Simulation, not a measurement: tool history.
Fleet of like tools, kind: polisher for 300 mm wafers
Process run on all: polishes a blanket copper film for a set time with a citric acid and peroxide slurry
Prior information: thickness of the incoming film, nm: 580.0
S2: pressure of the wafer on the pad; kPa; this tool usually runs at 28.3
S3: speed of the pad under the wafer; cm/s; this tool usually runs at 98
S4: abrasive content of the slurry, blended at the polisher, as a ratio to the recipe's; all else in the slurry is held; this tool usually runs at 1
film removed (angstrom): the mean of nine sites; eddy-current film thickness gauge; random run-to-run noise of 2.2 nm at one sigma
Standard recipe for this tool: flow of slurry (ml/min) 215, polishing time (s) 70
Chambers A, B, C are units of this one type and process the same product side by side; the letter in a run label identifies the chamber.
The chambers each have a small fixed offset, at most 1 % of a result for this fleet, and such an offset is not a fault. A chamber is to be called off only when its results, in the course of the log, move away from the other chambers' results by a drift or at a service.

{"run": "1C", "hour": 4.1, "flow of slurry (ml/min)": 215, "S2": 28.3, "S3": 98, "S4": 1, "polishing time (s)": 70, "film removed (angstrom)": 1744.7}
{"run": "2B", "hour": 7.2, "flow of slurry (ml/min)": 215, "S2": 28.3, "S3": 98, "S4": 1, "polishing time (s)": 70, "film removed (angstrom)": 1745}
{"run": "3A", "hour": 10.5, "flow of slurry (ml/min)": 215, "S2": 28.3, "S3": 98, "S4": 1, "polishing time (s)": 70, "film removed (angstrom)": 1744.5}
{"hour": 13.4, "done": "chamber B: worn pad replaced by a new one"}
{"run": "4B", "hour": 13.9, "flow of slurry (ml/min)": 215, "S2": 28.3, "S3": 98, "S4": 1, "polishing time (s)": 70, "film removed (angstrom)": 1793.2}
{"run": "5C", "hour": 16.2, "flow of slurry (ml/min)": 215, "S2": 28.3, "S3": 98, "S4": 1, "polishing time (s)": 70, "film removed (angstrom)": 1734.8}
{"run": "6A", "hour": 19.3, "flow of slurry (ml/min)": 215, "S2": 28.3, "S3": 98, "S4": 1, "polishing time (s)": 70, "film removed (angstrom)": 1728.2}
{"run": "7C", "hour": 21.8, "flow of slurry (ml/min)": 215, "S2": 28.3, "S3": 98, "S4": 1, "polishing time (s)": 70, "film removed (angstrom)": 1731.2}
{"run": "8A", "hour": 25.8, "flow of slurry (ml/min)": 215, "S2": 28.3, "S3": 98, "S4": 1, "polishing time (s)": 70, "film removed (angstrom)": 1719}
{"run": "9B", "hour": 28.9, "flow of slurry (ml/min)": 215, "S2": 28.3, "S3": 98, "S4": 1, "polishing time (s)": 59, "film removed (angstrom)": 1448.7}
{"hour": 33.4, "done": "chamber A: worn pad replaced by a new one"}
{"run": "10C", "hour": 33.6, "flow of slurry (ml/min)": 215, "S2": 28.3, "S3": 98, "S4": 1, "polishing time (s)": 59, "film removed (angstrom)": 1442.1}
{"run": "11A", "hour": 36.9, "flow of slurry (ml/min)": 215, "S2": 28.3, "S3": 98, "S4": 1, "polishing time (s)": 59, "film removed (angstrom)": 1486.8}
{"run": "12B", "hour": 40.6, "flow of slurry (ml/min)": 215, "S2": 28.3, "S3": 98, "S4": 1, "polishing time (s)": 70, "film removed (angstrom)": 1723.1}
{"hour": 42.4, "done": "chamber C: slurry nozzle cleaned"}
{"run": "13C", "hour": 44.1, "flow of slurry (ml/min)": 215, "S2": 28.3, "S3": 98, "S4": 1, "polishing time (s)": 70, "film removed (angstrom)": 1700.5}
{"run": "14B", "hour": 46.5, "flow of slurry (ml/min)": 215, "S2": 28.3, "S3": 98, "S4": 1, "polishing time (s)": 70, "film removed (angstrom)": 1737.6}
{"run": "15A", "hour": 50.9, "flow of slurry (ml/min)": 215, "S2": 28.3, "S3": 98, "S4": 1, "polishing time (s)": 70, "film removed (angstrom)": 1718.8}
{"run": "16A", "hour": 53.0, "flow of slurry (ml/min)": 215, "S2": 28.3, "S3": 98, "S4": 1, "polishing time (s)": 70, "film removed (angstrom)": 1733.4}
{"run": "17C", "hour": 55.7, "flow of slurry (ml/min)": 215, "S2": 28.3, "S3": 98, "S4": 1, "polishing time (s)": 70, "film removed (angstrom)": 1729}
{"run": "18B", "hour": 59.2, "flow of slurry (ml/min)": 215, "S2": 28.3, "S3": 98, "S4": 1, "polishing time (s)": 70, "film removed (angstrom)": 1717.6}
{"run": "19C", "hour": 63.4, "flow of slurry (ml/min)": 150, "S2": 28.3, "S3": 98, "S4": 1, "polishing time (s)": 70, "film removed (angstrom)": 1628.6}
{"run": "20A", "hour": 65.8, "flow of slurry (ml/min)": 150, "S2": 28.3, "S3": 98, "S4": 1, "polishing time (s)": 70, "film removed (angstrom)": 1628.3}
{"run": "21B", "hour": 68.5, "flow of slurry (ml/min)": 150, "S2": 28.3, "S3": 98, "S4": 1, "polishing time (s)": 70, "film removed (angstrom)": 1686.5}
{"run": "22A", "hour": 70.6, "flow of slurry (ml/min)": 215, "S2": 28.3, "S3": 98, "S4": 1, "polishing time (s)": 70, "film removed (angstrom)": 1685.8}
{"hour": 71.3, "done": "chamber C: worn pad replaced by a new one"}
{"run": "23C", "hour": 74.6, "flow of slurry (ml/min)": 215, "S2": 28.3, "S3": 98, "S4": 1, "polishing time (s)": 70, "film removed (angstrom)": 1765.7}
{"run": "24B", "hour": 77.4, "flow of slurry (ml/min)": 215, "S2": 28.3, "S3": 98, "S4": 1, "polishing time (s)": 70, "film removed (angstrom)": 1746.3}
{"run": "25B", "hour": 79.6, "flow of slurry (ml/min)": 215, "S2": 28.3, "S3": 98, "S4": 1, "polishing time (s)": 70, "film removed (angstrom)": 1732.6}
{"run": "26C", "hour": 82.0, "flow of slurry (ml/min)": 215, "S2": 28.3, "S3": 98, "S4": 1, "polishing time (s)": 70, "film removed (angstrom)": 1746.3}
{"hour": 83.6, "done": "chamber A: worn pad replaced by a new one"}
{"run": "27A", "hour": 85.2, "flow of slurry (ml/min)": 215, "S2": 28.3, "S3": 98, "S4": 1, "polishing time (s)": 70, "film removed (angstrom)": 1649.2}
{"run": "28A", "hour": 87.4, "flow of slurry (ml/min)": 215, "S2": 28.3, "S3": 98, "S4": 1, "polishing time (s)": 70, "film removed (angstrom)": 1674.3}
{"run": "29C", "hour": 90.7, "flow of slurry (ml/min)": 215, "S2": 28.3, "S3": 98, "S4": 1, "polishing time (s)": 70, "film removed (angstrom)": 1731.1}
{"run": "30B", "hour": 94.3, "flow of slurry (ml/min)": 215, "S2": 28.3, "S3": 98, "S4": 1, "polishing time (s)": 70, "film removed (angstrom)": 1682.2}
{"hour": 94.6, "done": "chamber B: head pressure recalibrated"}
{"run": "31B", "hour": 98.9, "flow of slurry (ml/min)": 215, "S2": 28.3, "S3": 98, "S4": 1, "polishing time (s)": 70, "film removed (angstrom)": 1747.4}
{"run": "32C", "hour": 103.5, "flow of slurry (ml/min)": 215, "S2": 28.3, "S3": 98, "S4": 1, "polishing time (s)": 70, "film removed (angstrom)": 1736.1}
{"run": "33A", "hour": 107.8, "flow of slurry (ml/min)": 215, "S2": 28.3, "S3": 98, "S4": 1, "polishing time (s)": 70, "film removed (angstrom)": 1609.2}
{"run": "34B", "hour": 110.6, "flow of slurry (ml/min)": 215, "S2": 28.3, "S3": 98, "S4": 1, "polishing time (s)": 70, "film removed (angstrom)": 1711.3}
{"run": "35A", "hour": 115.2, "flow of slurry (ml/min)": 215, "S2": 28.3, "S3": 98, "S4": 1, "polishing time (s)": 70, "film removed (angstrom)": 1604.1}
{"run": "36C", "hour": 117.8, "flow of slurry (ml/min)": 215, "S2": 28.3, "S3": 98, "S4": 1, "polishing time (s)": 70, "film removed (angstrom)": 1714.3}
{"run": "37B", "hour": 122.4, "flow of slurry (ml/min)": 215, "S2": 28.3, "S3": 98, "S4": 1, "polishing time (s)": 70, "film removed (angstrom)": 1722.3}
{"run": "38C", "hour": 127.0, "flow of slurry (ml/min)": 215, "S2": 28.3, "S3": 98, "S4": 1, "polishing time (s)": 70, "film removed (angstrom)": 1743}
{"run": "39A", "hour": 130.0, "flow of slurry (ml/min)": 215, "S2": 28.3, "S3": 98, "S4": 1, "polishing time (s)": 70, "film removed (angstrom)": 1574}

What goes on in this fleet: one chamber off, a drifting gauge, or nothing beyond the chambers' own small offsets? Name the chamber and the cause, if any.

One chamber, A, drifts off from the rest bit by bit.
Cause: head's pressure below its setpoint, % = 8.78.
The log may not separate it from: slurry flow missing at the pad, %; abrasive missing from the slurry, %.

Below are 4 candidate recipes for chamber A's next run, each the usual settings with a change, their results shown as question marks. Which of them brings A's results back in line with what the other chambers give on the usual settings?
A result is in line if it is within this distance of the other chambers' mean on the usual settings: film removed (angstrom) 77
{"run": "40A-1", "hour": 133.3, "flow of slurry (ml/min)": 215, "S2": 27.6, "S3": 94, "S4": 1, "polishing time (s)": 68, "film removed (angstrom)": "?"}
{"run": "40A-2", "hour": 133.3, "flow of slurry (ml/min)": 210, "S2": 23.4, "S3": 98, "S4": 1, "polishing time (s)": 70, "film removed (angstrom)": "?"}
{"run": "40A-3", "hour": 133.3, "flow of slurry (ml/min)": 215, "S2": 30.3, "S3": 104, "S4": 1, "polishing time (s)": 75, "film removed (angstrom)": "?"}
{"run": "40A-4", "hour": 133.3, "flow of slurry (ml/min)": 280, "S2": 28.3, "S3": 98, "S4": 1.4, "polishing time (s)": 70, "film removed (angstrom)": "?"}

Mean of the other chambers on the usual settings: film removed (angstrom) 1730.7
run=40A-1 film_removed_(angstrom)=1423.1
run=40A-2 film_removed_(angstrom)=1297.3
run=40A-3 film_removed_(angstrom)=1904
run=40A-4 film_removed_(angstrom)=1730.4
It is 40A-4 that realigns the chamber with its peers.

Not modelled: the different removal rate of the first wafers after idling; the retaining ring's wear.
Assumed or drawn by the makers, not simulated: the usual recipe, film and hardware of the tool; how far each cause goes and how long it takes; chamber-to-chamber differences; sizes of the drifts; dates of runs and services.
